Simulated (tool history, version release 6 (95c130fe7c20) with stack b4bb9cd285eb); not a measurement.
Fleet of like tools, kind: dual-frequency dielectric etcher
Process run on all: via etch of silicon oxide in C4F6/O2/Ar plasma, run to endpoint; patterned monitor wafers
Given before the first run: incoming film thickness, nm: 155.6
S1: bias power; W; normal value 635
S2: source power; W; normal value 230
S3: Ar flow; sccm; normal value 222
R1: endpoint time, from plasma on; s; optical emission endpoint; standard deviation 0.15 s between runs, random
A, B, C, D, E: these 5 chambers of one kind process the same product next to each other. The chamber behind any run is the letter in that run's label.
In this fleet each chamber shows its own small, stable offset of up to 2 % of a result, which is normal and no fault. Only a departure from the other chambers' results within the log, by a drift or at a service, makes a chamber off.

run 1B hour=3.7 | S1=635 S2=230 S3=222 | R1=36.242
run 2A hour=7.2 | S1=635 S2=230 S3=222 | R1=36.848
run 3D hour=11.5 | S1=635 S2=230 S3=222 | R1=37.224
run 4E hour=18.2 | S1=635 S2=230 S3=222 | R1=37.031
run 5C hour=21.8 | S1=635 S2=230 S3=222 | R1=37.352
run 6A hour=27.7 | S1=635 S2=230 S3=222 | R1=36.769
run 7C hour=32.6 | S1=635 S2=230 S3=222 | R1=37.530
run 8D hour=39.3 | S1=635 S2=230 S3=222 | R1=37.176
run 9B hour=45.3 | S1=635 S2=230 S3=222 | R1=36.120
run 10E hour=52.9 | S1=635 S2=230 S3=222 | R1=37.021
run 11C hour=60.4 | S1=771 S2=230 S3=222 | R1=34.811
-- hour=65.2 chamber C: bias power generator calibrated
run 12B hour=66.1 | S1=771 S2=230 S3=222 | R1=33.422
run 13D hour=72.5 | S1=771 S2=230 S3=222 | R1=34.389
run 14A hour=77.9 | S1=771 S2=230 S3=222 | R1=34.260
run 15E hour=83.4 | S1=771 S2=230 S3=222 | R1=34.355
run 16D hour=90.7 | S1=700 S2=230 S3=222 | R1=35.823
run 17A hour=95.0 | S1=700 S2=230 S3=222 | R1=35.338
run 18E hour=102.5 | S1=700 S2=230 S3=222 | R1=35.600
-- hour=105.5 chamber A: wet clean of the chamber
run 19B hour=108.3 | S1=700 S2=230 S3=222 | R1=34.832
run 20C hour=114.6 | S1=700 S2=230 S3=222 | R1=36.155
-- hour=115.5 chamber B: wet clean of the chamber
run 21B hour=119.8 | S1=635 S2=230 S3=222 | R1=36.336
run 22A hour=123.1 | S1=635 S2=230 S3=222 | R1=37.188
run 23D hour=129.5 | S1=635 S2=230 S3=222 | R1=37.219
run 24E hour=136.7 | S1=635 S2=230 S3=222 | R1=37.011
run 25C hour=143.0 | S1=750 S2=280 S3=222 | R1=32.448
run 26B hour=148.9 | S1=750 S2=280 S3=222 | R1=31.690
run 27E hour=154.5 | S1=750 S2=280 S3=222 | R1=32.215
run 28C hour=161.5 | S1=750 S2=280 S3=222 | R1=32.713
run 29A hour=166.9 | S1=750 S2=280 S3=222 | R1=32.193
run 30D hour=173.0 | S1=635 S2=230 S3=222 | R1=37.270
run 31D hour=179.7 | S1=635 S2=230 S3=222 | R1=37.212

Next, every chamber runs the same settings. What will each give?
run 32A hour=185.1 | S1=572 S2=230 S3=222 | R1=?
run 32B hour=185.1 | S1=572 S2=230 S3=222 | R1=?
run 32C hour=185.1 | S1=572 S2=230 S3=222 | R1=?
run 32D hour=185.1 | S1=572 S2=230 S3=222 | R1=?
run 32E hour=185.1 | S1=572 S2=230 S3=222 | R1=?

run=32A R1=38.332
run=32B R1=38.233
run=32C R1=39.120
run=32D R1=38.937
run=32E R1=38.700
